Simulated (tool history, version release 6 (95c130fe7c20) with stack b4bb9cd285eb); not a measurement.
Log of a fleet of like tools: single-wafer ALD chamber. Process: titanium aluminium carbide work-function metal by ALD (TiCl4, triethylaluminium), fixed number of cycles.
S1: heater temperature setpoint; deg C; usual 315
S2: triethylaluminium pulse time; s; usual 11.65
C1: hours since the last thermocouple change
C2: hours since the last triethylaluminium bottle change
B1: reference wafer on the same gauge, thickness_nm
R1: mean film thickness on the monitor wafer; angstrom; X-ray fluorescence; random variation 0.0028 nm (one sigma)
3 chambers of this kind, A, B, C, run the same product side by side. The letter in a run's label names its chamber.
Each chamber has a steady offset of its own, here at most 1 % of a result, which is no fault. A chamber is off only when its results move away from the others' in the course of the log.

Run 1A, day 0.492: usual settings; C1 611.4; C2 612.7; B1 2.1293. Result: R1 21.578 angstrom.
Run 2B, day 0.817: usual settings; C1 155.1; C2 588.8; B1 2.1295. Result: R1 21.8 angstrom.
Run 3C, day 1.329: usual settings; C1 1815; C2 735.3; B1 2.1291. Result: R1 21.656 angstrom.
Run 4C, day 1.679: usual settings; C1 1823.4; C2 743.7; B1 2.1289. Result: R1 21.571 angstrom.
Run 5B, day 2.096: usual settings; C1 185.8; C2 619.5; B1 2.1289. Result: R1 21.733 angstrom.
Run 6A, day 2.562: usual settings but S1 303 deg C; C1 661.1; C2 662.4; B1 2.1276. Result: R1 20.465 angstrom.
Run 7A, day 2.938: usual settings but S1 303 deg C; C1 670.1; C2 671.4; B1 2.1285. Result: R1 20.508 angstrom.
Run 8C, day 3.35: usual settings but S1 303 deg C; C1 1863.5; C2 783.8; B1 2.1273. Result: R1 20.505 angstrom.
Run 9B, day 3.708: usual settings; C1 224.5; C2 658.2; B1 2.1278. Result: R1 21.78 angstrom.
Run 10B, day 4.254: usual settings; C1 237.6; C2 671.3; B1 2.1271. Result: R1 21.753 angstrom.
Run 11C, day 4.812: usual settings; C1 1898.6; C2 818.9; B1 2.1276. Result: R1 21.589 angstrom.
Run 12A, day 5.108: usual settings; C1 722.2; C2 723.5; B1 2.1267. Result: R1 21.491 angstrom.
Run 13A, day 5.379: usual settings; C1 728.7; C2 730; B1 2.1266. Result: R1 21.486 angstrom.
Run 14B, day 5.804: usual settings; C1 274.8; C2 708.5; B1 2.1258. Result: R1 21.72 angstrom.
Run 15C, day 6.367: usual settings; C1 1935.9; C2 856.2; B1 2.1259. Result: R1 21.575 angstrom.
Run 16B, day 6.754: usual settings; C1 297.6; C2 731.3; B1 2.1258. Result: R1 21.757 angstrom.
Run 17C, day 7.017: usual settings; C1 1951.5; C2 871.8; B1 2.1256. Result: R1 21.522 angstrom.
Run 18A, day 7.567: usual settings; C1 781.2; C2 782.5; B1 2.1247. Result: R1 21.47 angstrom.
Run 19B, day 7.9: usual settings; C1 325.1; C2 758.8; B1 2.1256. Result: R1 21.716 angstrom.
Run 20C, day 8.2: usual settings; C1 1979.9; C2 900.2; B1 2.1254. Result: R1 21.575 angstrom.
Run 21A, day 8.496: usual settings; C1 803.5; C2 804.8; B1 2.1245. Result: R1 21.549 angstrom.
Run 22C, day 9: usual settings but S1 327 deg C, S2 7.51 s; C1 1999.1; C2 919.4; B1 2.1237. Result: R1 21.325 angstrom.
Run 23B, day 9.388: usual settings but S1 327 deg C, S2 7.51 s; C1 360.8; C2 794.5; B1 2.1233. Result: R1 21.498 angstrom.
Run 24A, day 9.846: usual settings but S1 327 deg C, S2 7.51 s; C1 835.9; C2 837.2; B1 2.1231. Result: R1 21.273 angstrom.
Run 25B, day 10.138: usual settings; C1 378.8; C2 812.5; B1 2.1228. Result: R1 21.749 angstrom.
Run 26A, day 10.479: usual settings; C1 851.1; C2 852.4; B1 2.1231. Result: R1 21.547 angstrom.
Run 27C, day 10.996: usual settings but S1 322 deg C, S2 15.09 s; C1 2047; C2 967.3; B1 2.1233. Result: R1 22.391 angstrom.
Run 28C, day 11.375: usual settings but S1 322 deg C, S2 15.09 s; C1 2056.1; C2 976.4; B1 2.1232. Result: R1 22.435 angstrom.
Run 29A, day 11.933: usual settings but S1 322 deg C, S2 15.09 s; C1 886; C2 887.3; B1 2.1222. Result: R1 22.407 angstrom.
Run 30B, day 12.471: usual settings but S2 8.37 s; C1 434.8; C2 868.5; B1 2.122. Result: R1 20.83 angstrom.
Run 31A, day 12.921: usual settings but S2 8.37 s; C1 909.7; C2 911; B1 2.1208. Result: R1 20.634 angstrom.
Run 32B, day 13.229: usual settings but S2 8.37 s; C1 453; C2 886.7; B1 2.1207. Result: R1 20.854 angstrom.
Run 33C, day 13.492: usual settings but S2 14.88 s; C1 2106.9; C2 1027.2; B1 2.1213. Result: R1 21.767 angstrom.
Run 34A, day 13.896: usual settings but S2 14.88 s; C1 933.1; C2 934.4; B1 2.1213. Result: R1 21.776 angstrom.
Run 35B, day 14.325: usual settings but S2 14.88 s; C1 479.3; C2 913; B1 2.121. Result: R1 21.984 angstrom.
At day 14.396: chamber A: thermocouple changed; heater temperature recalibrated.
Run 36C, day 14.85: usual settings; C1 2139.5; C2 1059.8; B1 2.1205. Result: R1 21.518 angstrom.
Run 37C, day 15.229: usual settings; C1 2148.6; C2 1068.9; B1 2.1204. Result: R1 21.561 angstrom.
Run 38A, day 15.75: usual settings; C1 32.5; C2 978.9; B1 2.12. Result: R1 21.465 angstrom.
Run 39B, day 16.2: usual settings; C1 524.3; C2 958; B1 2.1188. Result: R1 21.64 angstrom.
Run 40C, day 16.575: usual settings; C1 2180.9; C2 1101.2; B1 2.1193. Result: R1 21.518 angstrom.
Run 41A, day 16.912: usual settings; C1 60.4; C2 1006.8; B1 2.1191. Result: R1 21.429 angstrom.

All 3 chambers run these settings next. Forecast each chamber's results:
Run 42A, day 17.317: usual settings but S2 15.11 s. Result: R1 ?.
Run 42B, day 17.317: usual settings but S2 15.11 s. Result: R1 ?.
Run 42C, day 17.317: usual settings but S2 15.11 s. Result: R1 ?.

run      R1
42A  21.685
42B  22.057
42C  21.751
